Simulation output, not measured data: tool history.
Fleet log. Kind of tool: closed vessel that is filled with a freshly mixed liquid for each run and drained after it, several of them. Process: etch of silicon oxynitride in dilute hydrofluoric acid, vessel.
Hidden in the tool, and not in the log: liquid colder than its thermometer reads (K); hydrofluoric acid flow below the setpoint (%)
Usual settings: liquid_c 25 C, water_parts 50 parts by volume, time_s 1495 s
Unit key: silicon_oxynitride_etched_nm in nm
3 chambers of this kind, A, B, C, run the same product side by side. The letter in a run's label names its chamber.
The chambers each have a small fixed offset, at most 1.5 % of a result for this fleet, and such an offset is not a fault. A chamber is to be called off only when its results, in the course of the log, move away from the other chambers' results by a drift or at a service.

run,day,liquid_c,water_parts,time_s,hours since the thermometer was replaced,hours since the hydrofluoric acid flow meter was replaced,"read-back film thickness of the silicon oxynitride reference wafer, read on the same gauge (nm)",silicon_oxynitride_etched_nm
1B,0.154,25,50,1495,476.6,502.0,39.989,48.050
# day 0.329: chamber C: thermometer replaced
2C,0.425,25,50,1495,2.3,537.9,40.011,47.320
3A,0.692,25,50,1495,364.1,721.7,40.004,47.179
4C,0.946,25,50,1495,14.8,550.4,40.021,47.639
5A,1.196,25,50,1495,376.2,733.8,40.001,47.390
6B,1.367,25,50,1495,505.7,531.1,40.009,47.741
7A,1.525,25,50,1495,384.1,741.7,40.021,47.339
8B,1.783,25,50,1495,515.7,541.1,40.040,48.194
9C,2.033,25,40,1870,40.9,576.5,39.983,74.603
10A,2.258,25,40,1870,401.7,759.3,39.995,75.117
11B,2.454,25,40,1870,531.8,557.2,39.999,76.053
12C,2.754,25,50,1495,58.2,593.8,40.004,47.135
13A,3.042,25,50,1495,420.5,778.1,40.010,46.937
14C,3.258,25,50,1495,70.3,605.9,40.030,47.317
15B,3.433,25,50,1495,555.3,580.7,40.024,48.118
16C,3.604,25,50,1495,78.6,614.2,39.980,47.265
17B,3.867,25,50,1495,565.7,591.1,39.982,47.915
18A,4.100,25,50,1495,445.9,803.5,39.992,46.610
19C,4.404,25,50,1495,97.8,633.4,40.008,47.598
20A,4.621,25,50,1495,458.4,816.0,40.012,46.449
21B,4.850,25,35,1495,589.3,614.7,40.026,69.803
22A,5.029,25,35,1495,468.2,825.8,40.009,67.246
23C,5.188,25,35,1495,116.6,652.2,40.006,68.512
24B,5.333,25,50,1495,600.9,626.3,40.007,48.010
25B,5.592,25,50,1495,607.1,632.5,40.018,48.292
26A,5.742,25,50,1495,485.3,842.9,40.018,46.263
27C,6.025,25,50,1495,136.7,672.3,40.030,47.700
28C,6.342,25,50,1495,144.3,679.9,39.998,47.880
29B,6.667,25,50,1495,632.9,658.3,40.025,47.832
30A,6.900,25,50,1495,513.1,870.7,39.999,46.270
31C,7.075,25,50,645,161.9,697.5,39.992,20.472

Has any chamber moved away from the others, gradually or after a service, or does the common gauge drift, or do the chambers differ only by their own small steady offsets? State the chamber and the most likely cause if one applies.

Chamber A drifts away from the others.
Cause: hydrofluoric acid flow below the setpoint (%) = 2.36.
From this log alone, it may not be told apart from: liquid colder than its thermometer reads (K).

Which of the 4 candidates below, each the usual settings with something changed and its results left as question marks, puts chamber A back in line with what the other chambers give on the usual settings?
In line here means within this much of the mean the other chambers give on the usual settings: silicon_oxynitride_etched_nm 0.590 nm
32A-1,7.312,25,50,1540,,,,?
32A-2,7.312,25,50,1445,,,,?
32A-3,7.312,25,50,1405,,,,?
32A-4,7.312,25,50,1585,,,,?

The other chambers' mean on the usual settings: silicon_oxynitride_etched_nm 47.704 nm
run,silicon_oxynitride_etched_nm
32A-1,47.437
32A-2,44.511
32A-3,43.278
32A-4,48.823
Change 32A-1 lands the chamber within the allowed miss of the other chambers.

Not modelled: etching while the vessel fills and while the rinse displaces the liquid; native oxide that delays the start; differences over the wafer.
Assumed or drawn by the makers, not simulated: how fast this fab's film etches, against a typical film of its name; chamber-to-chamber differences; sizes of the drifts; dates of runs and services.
